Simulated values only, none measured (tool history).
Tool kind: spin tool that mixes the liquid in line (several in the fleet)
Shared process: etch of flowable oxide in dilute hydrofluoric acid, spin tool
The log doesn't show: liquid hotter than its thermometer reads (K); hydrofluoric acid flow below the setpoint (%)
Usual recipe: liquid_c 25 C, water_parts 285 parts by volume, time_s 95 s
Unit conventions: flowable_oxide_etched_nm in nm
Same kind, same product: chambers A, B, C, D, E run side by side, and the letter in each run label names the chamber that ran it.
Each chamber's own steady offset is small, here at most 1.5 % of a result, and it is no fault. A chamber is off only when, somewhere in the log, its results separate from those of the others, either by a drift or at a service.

run	day	liquid_c	water_parts	time_s	hours since the thermometer was replaced	hours since the hydrofluoric acid flow meter was replaced	read-back film thickness of the flowable oxide reference wafer, read on the same gauge (nm)	flowable_oxide_etched_nm
1C	0.475	25	285	95	662.7	189.4	129.99	13.01
2B	0.862	25	285	95	1019.2	313	130	13.386
# day 1.038: chamber C: thermometer replaced
3E	1.35	25	285	95	684.6	145.5	129.99	13.097
4A	1.729	25	285	95	231.1	1648.5	130	13.194
5D	2.192	25	285	95	566.8	768.1	130.01	13.026
6B	2.417	25	285	95	1056.5	350.3	130	13.272
7C	2.642	25	285	95	38.6	241.4	130.01	13.12
8A	3.083	25	285	130	263.6	1681	130	17.993
9E	3.579	25	285	130	738.1	199	130.01	17.892
10D	4.046	25	285	130	611.3	812.6	130	17.816
11E	4.496	25	285	130	760.1	221	129.99	17.941
12A	4.742	25	285	130	303.4	1720.8	129.99	18.135
13C	5.25	21.5	410	95	101.2	304	130.01	7.3506
14B	5.717	21.5	410	95	1135.7	429.5	130	7.2652
15D	6.125	21.5	410	95	661.2	862.5	130.01	7.1709
16B	6.458	21.5	410	95	1153.5	447.3	130.02	7.2855
17D	6.842	21.5	410	95	678.4	879.7	130	7.2098
18E	7.304	25	285	95	827.5	288.4	130	12.983
19C	7.771	25	285	95	161.7	364.5	130.01	13.095
20A	8.108	25	285	95	384.2	1801.6	129.99	13.328
21B	8.575	25	285	95	1204.3	498.1	129.99	13.372
22C	8.979	25	285	95	190.7	393.5	130.01	13.047
23A	9.35	25	285	95	414	1831.4	130	13.522
24D	9.712	25	285	95	747.3	948.6	129.97	13.086
25E	10.008	25	285	95	892.4	353.3	129.99	13.103
26A	10.433	25	285	95	440	1857.4	130.02	13.545
27D	10.792	25	285	95	773.2	974.5	130.02	12.982
# day 10.833: chamber A: hydrofluoric acid flow meter replaced
28C	11.129	25	285	95	242.3	445.1	130.01	13.068
29B	11.404	25	285	95	1272.2	566	130	13.377
30E	11.833	25	285	95	936.2	397.1	130.01	13.138
31B	12.262	25	285	95	1292.8	586.6	129.99	13.388
32E	12.708	25	285	95	957.2	418.1	130.02	13.117
33C	13.158	25	285	95	291	493.8	129.99	13.056
34D	13.392	25	285	95	835.6	1036.9	130.01	12.962
35A	13.662	25	285	95	517.5	67.9	130.01	13.738

The same settings go to every chamber for the next run, one line per chamber below. Forecast the results for each:
36A	14.025	22	285	95				?
36B	14.025	22	285	95				?
36C	14.025	22	285	95				?
36D	14.025	22	285	95				?
36E	14.025	22	285	95				?

run	flowable_oxide_etched_nm
36A	12.337
36B	12.021
36C	11.813
36D	11.743
36E	11.797
